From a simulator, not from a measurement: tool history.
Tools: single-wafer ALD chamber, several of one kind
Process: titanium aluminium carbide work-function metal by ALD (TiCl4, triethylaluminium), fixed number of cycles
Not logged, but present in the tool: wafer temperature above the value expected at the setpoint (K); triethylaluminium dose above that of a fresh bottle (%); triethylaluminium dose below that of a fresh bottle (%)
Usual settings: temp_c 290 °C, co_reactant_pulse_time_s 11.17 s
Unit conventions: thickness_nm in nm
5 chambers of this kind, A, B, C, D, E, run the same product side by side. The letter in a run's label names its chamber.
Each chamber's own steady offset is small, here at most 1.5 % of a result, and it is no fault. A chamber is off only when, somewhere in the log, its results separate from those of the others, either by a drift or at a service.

run	hour	temp_c	co_reactant_pulse_time_s	hours since the last thermocouple change	hours since the last triethylaluminium bottle change	read-back reference wafer on the same gauge, thickness_nm	thickness_nm
1C	12.3	290	11.17	1501.0	197.9	1.8901	1.9335
2E	27.8	290	11.17	371.7	194.6	1.8888	1.9286
3A	37.9	290	11.17	790.3	287.0	1.8892	1.9389
4D	51.0	290	11.17	2072.5	953.4	1.8885	1.9440
5B	65.2	290	11.17	185.8	605.7	1.8882	1.9530
6C	72.6	277	12.75	1561.3	258.2	1.8884	1.8398
7E	84.4	277	12.75	428.3	251.2	1.8877	1.8346
8A	92.4	277	12.75	844.8	341.5	1.8875	1.8409
9B	104.3	277	12.75	224.9	644.8	1.8872	1.8516
10D	116.1	277	12.75	2137.6	1018.5	1.8867	1.8391
11E	125.9	290	11.17	469.8	292.7	1.8867	1.9230
12C	132.9	290	11.17	1621.6	318.5	1.8863	1.9359
# hour 134.9: chamber B: triethylaluminium bottle replaced
13A	142.4	290	11.17	894.8	391.5	1.8860	1.9317
14B	150.8	290	14.10	271.4	16.0	1.8858	1.9826
# hour 151.1: chamber D: thermocouple changed; heater temperature recalibrated
15D	161.7	290	14.10	10.6	1064.1	1.8859	1.9554
16E	171.4	290	14.10	515.3	338.2	1.8856	1.9520
17C	182.9	290	14.10	1671.6	368.5	1.8848	1.9615
18D	192.9	290	14.10	41.8	1095.3	1.8842	1.9634
# hour 195.5: chamber C: thermocouple changed; heater temperature recalibrated
19B	201.8	290	11.17	322.4	67.0	1.8842	1.9549
20A	212.2	290	11.17	964.6	461.3	1.8833	1.9326
21D	223.8	290	11.17	72.7	1126.2	1.8835	1.9260
22B	235.9	300	13.43	356.5	101.1	1.8840	2.0625
23E	250.8	300	13.43	594.7	417.6	1.8834	2.0326
24A	259.1	300	13.43	1011.5	508.2	1.8826	2.0404
# hour 271.1: chamber E: triethylaluminium bottle replaced
25C	272.3	300	13.43	76.9	457.9	1.8823	2.0381
26C	281.9	300	13.43	86.5	467.5	1.8822	2.0454
27A	296.0	290	11.17	1048.4	545.1	1.8820	1.9250
28B	308.4	290	11.17	429.0	173.6	1.8817	1.9473
29E	322.4	290	11.17	666.3	51.4	1.8819	1.9228
30D	335.5	290	11.17	184.4	1237.9	1.8809	1.9253
31D	348.4	290	11.17	197.3	1250.8	1.8801	1.9274
32C	360.6	290	11.17	165.2	546.2	1.8796	1.9233
33B	367.7	290	11.17	488.3	232.9	1.8798	1.9457
34A	374.8	280	13.02	1127.2	623.9	1.8798	1.8570
35E	387.9	280	13.02	731.8	116.9	1.8797	1.8563
36D	403.2	280	13.02	252.1	1305.6	1.8786	1.8588
37A	411.0	280	13.02	1163.4	660.1	1.8798	1.8602

Each of the 5 chambers runs these same settings next. Fill in every chamber's results:
38A	422.5	298	11.17				?
38B	422.5	298	11.17				?
38C	422.5	298	11.17				?
38D	422.5	298	11.17				?
38E	422.5	298	11.17				?

run	thickness_nm
38A	1.9913
38B	2.0186
38C	1.9931
38D	1.9921
38E	1.9867

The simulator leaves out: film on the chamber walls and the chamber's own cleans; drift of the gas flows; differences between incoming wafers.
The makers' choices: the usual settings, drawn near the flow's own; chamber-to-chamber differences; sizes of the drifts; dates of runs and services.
